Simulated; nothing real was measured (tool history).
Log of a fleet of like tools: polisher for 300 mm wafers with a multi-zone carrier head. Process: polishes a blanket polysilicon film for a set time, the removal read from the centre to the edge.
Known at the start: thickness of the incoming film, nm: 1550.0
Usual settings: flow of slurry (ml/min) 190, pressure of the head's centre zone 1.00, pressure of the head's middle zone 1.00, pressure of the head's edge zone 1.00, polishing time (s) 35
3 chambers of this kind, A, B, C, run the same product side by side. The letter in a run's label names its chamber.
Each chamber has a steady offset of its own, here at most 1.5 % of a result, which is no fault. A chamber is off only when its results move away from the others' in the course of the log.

run   hour  flow of slurry (ml/min)  pressure of the head's centre zone  pressure of the head's middle zone  pressure of the head's edge zone  polishing time (s)  wafers polished on this pad  hours since the slurry nozzle was cleaned  hours since the centre zone pressure was calibrated  hours since the edge zone pressure was calibrated  film removed at the wafer's centre (angstrom)  film removed at mid-radius (angstrom)  film removed at the wafer's edge (angstrom)
 1C   11.9                      190                                1.00                                1.00                              1.00                  35                          838                                      266.0                                                541.7                                             1271.0                                         3695.7                                 3602.4                                       3684.6
      13.3  -- chamber B: worn pad replaced by a new one
 2A   20.7                      190                                1.00                                1.00                              1.00                  35                          934                                      481.3                                                 46.0                                              157.7                                         3577.3                                 3645.1                                       3736.9
 3B   27.1                      190                                1.00                                1.00                              1.00                  35                          187                                      648.8                                                249.7                                              184.6                                         3761.0                                 3764.2                                       3609.0
      27.9  -- chamber A: worn pad replaced by a new one
      35.0  -- chamber C: worn pad replaced by a new one
 4B   36.4                      190                                1.00                                1.00                              1.00                  35                          313                                      658.1                                                259.0                                              193.9                                         3710.1                                 3729.1                                       3696.6
 5C   45.6                      190                                1.00                                1.00                              1.00                  35                          144                                      299.7                                                575.4                                             1304.7                                         3682.4                                 3665.0                                       3718.2
 6A   57.0                      190                                1.00                                1.00                              1.00                  35                          394                                      517.6                                                 82.3                                              194.0                                         3650.7                                 3675.2                                       3712.7
 7A   66.7                      190                                1.08                                1.00                              1.00                  35                          525                                      527.3                                                 92.0                                              203.7                                         3991.4                                 3661.3                                       3713.7
 8C   74.9                      190                                1.08                                1.00                              1.00                  35                          542                                      329.0                                                604.7                                             1334.0                                         3989.0                                 3637.9                                       3688.6
 9B   85.8                      190                                1.08                                1.00                              1.00                  35                          983                                      707.5                                                308.4                                              243.3                                         4024.5                                 3751.7                                       3661.6
10A   94.2                      190                                1.00                                1.00                              1.00                  35                          898                                      554.8                                                119.5                                              231.2                                         3674.7                                 3623.8                                       3652.4
      94.8  -- chamber B: centre zone pressure recalibrated
     103.7  -- chamber B: worn pad replaced by a new one
     105.6  -- chamber C: worn pad replaced by a new one
     106.1  -- chamber A: worn pad replaced by a new one
11C  106.3                      190                                1.04                                1.00                              1.12                  35                            9                                      360.4                                                636.1                                             1365.4                                         3808.4                                 3608.0                                       3836.5
12B  118.4                      190                                1.04                                1.00                              1.12                  35                          200                                      740.1                                                 23.6                                              275.9                                         3594.5                                 3697.3                                       3943.8
13C  125.6                      190                                1.04                                1.00                              1.12                  35                          271                                      379.7                                                655.4                                             1384.7                                         3878.5                                 3625.6                                       3803.8
14A  132.7                      190                                1.00                                1.00                              1.00                  35                          361                                      593.3                                                158.0                                              269.7                                         3721.9                                 3612.7                                       3668.1
15B  142.9                      190                                1.00                                1.00                              1.00                  35                          532                                      764.6                                                 48.1                                              300.4                                         3348.0                                 3654.4                                       3646.4
16B  153.3                      190                                1.00                                1.00                              1.12                  40                          673                                      775.0                                                 58.5                                              310.8                                         3913.4                                 4228.0                                       4525.9
17C  164.4                      190                                1.00                                1.00                              1.12                  40                          796                                      418.5                                                694.2                                             1423.5                                         4210.4                                 4183.7                                       4521.9
18A  171.9                      190                                1.00                                1.00                              1.12                  40                          892                                      632.5                                                197.2                                              308.9                                         4203.7                                 4231.3                                       4370.5
     174.3  -- chamber C: worn pad replaced by a new one
19B  183.9                      190                                1.04                                1.00                              1.00                  35                         1088                                      805.6                                                 89.1                                              341.4                                         3493.1                                 3723.8                                       3607.8
     187.9  -- chamber A: worn pad replaced by a new one
     190.3  -- chamber B: worn pad replaced by a new one
20C  190.4                      190                                1.04                                1.00                              1.00                  35                          218                                      444.5                                                720.2                                             1449.5                                         3935.4                                 3640.3                                       3652.5
21A  196.8                      190                                1.04                                1.00                              1.00                  35                          121                                      657.4                                                222.1                                              333.8                                         3868.2                                 3615.4                                       3645.6
22B  203.6                      150                                1.00                                1.00                              1.00                  44                          181                                      825.3                                                108.8                                              361.1                                         4057.7                                 4502.7                                       4540.4
23A  211.1                      150                                1.00                                1.00                              1.00                  44                          315                                      671.7                                                236.4                                              348.1                                         4441.2                                 4368.9                                       4448.6
24C  216.7                      150                                1.00                                1.00                              1.00                  44                          575                                      470.8                                                746.5                                             1475.8                                         4428.5                                 4477.6                                       4517.1
25A  225.5                      125                                1.00                                1.00                              1.08                  35                          510                                      686.1                                                250.8                                              362.5                                         3371.1                                 3439.0                                       3700.6
26C  232.3                      125                                1.00                                1.00                              1.08                  35                          786                                      486.4                                                762.1                                             1491.4                                         3398.0                                 3358.9                                       3588.2
27B  239.1                      125                                1.00                                1.00                              1.08                  35                          662                                      860.8                                                144.3                                              396.6                                         3085.5                                 3425.4                                       3542.9
     244.0  -- chamber C: edge zone pressure recalibrated
28C  248.6                      190                                1.00                                1.00                              1.00                  35                         1007                                      502.7                                                778.4                                                4.6                                         3734.5                                 3621.8                                       3629.0
29B  259.8                      215                                1.00                                0.89                              1.00                  35                          943                                      881.5                                                165.0                                              417.3                                         3378.6                                 3443.7                                       3708.3

Is one chamber off against the others, does the gauge drift, or is nothing wrong? If a chamber is off, say which, and what the likeliest cause is.

A service left chamber B off against the others.
Cause: centre zone's pressure below its setpoint, % = 8.06.

Here are 4 candidates for chamber B's next run, each the usual settings with a change, their results left as question marks. Which one brings its results back in line with what the others give on the usual settings?
In line means no further than this from the other chambers' mean on the usual settings: film removed at the wafer's centre (angstrom) 130.0; film removed at mid-radius (angstrom) 120.0; film removed at the wafer's edge (angstrom) 130.0
30B-1  268.6                      190                                1.02                                0.99                              1.00                  35                                                                                                                                                                                                                              ?                                      ?                                            ?
30B-2  268.6                      190                                0.98                                1.01                              1.00                  35                                                                                                                                                                                                                              ?                                      ?                                            ?
30B-3  268.6                      185                                0.93                                1.03                              1.02                  35                                                                                                                                                                                                                              ?                                      ?                                            ?
30B-4  268.6                      195                                1.07                                0.97                              0.98                  35                                                                                                                                                                                                                              ?                                      ?                                            ?

The other chambers' mean on the usual settings: film removed at the wafer's centre (angstrom) 3680.6; film removed at mid-radius (angstrom) 3656.3; film removed at the wafer's edge (angstrom) 3659.6
  run  film removed at the wafer's centre (angstrom)  film removed at mid-radius (angstrom)  film removed at the wafer's edge (angstrom)
30B-1                                         3450.4                                 3674.7                                       3671.3
30B-2                                         3299.5                                 3744.2                                       3670.3
30B-3                                         3096.3                                 3797.9                                       3696.8
30B-4                                         3655.1                                 3619.5                                       3643.9
30B-4 brings the chamber back in line.
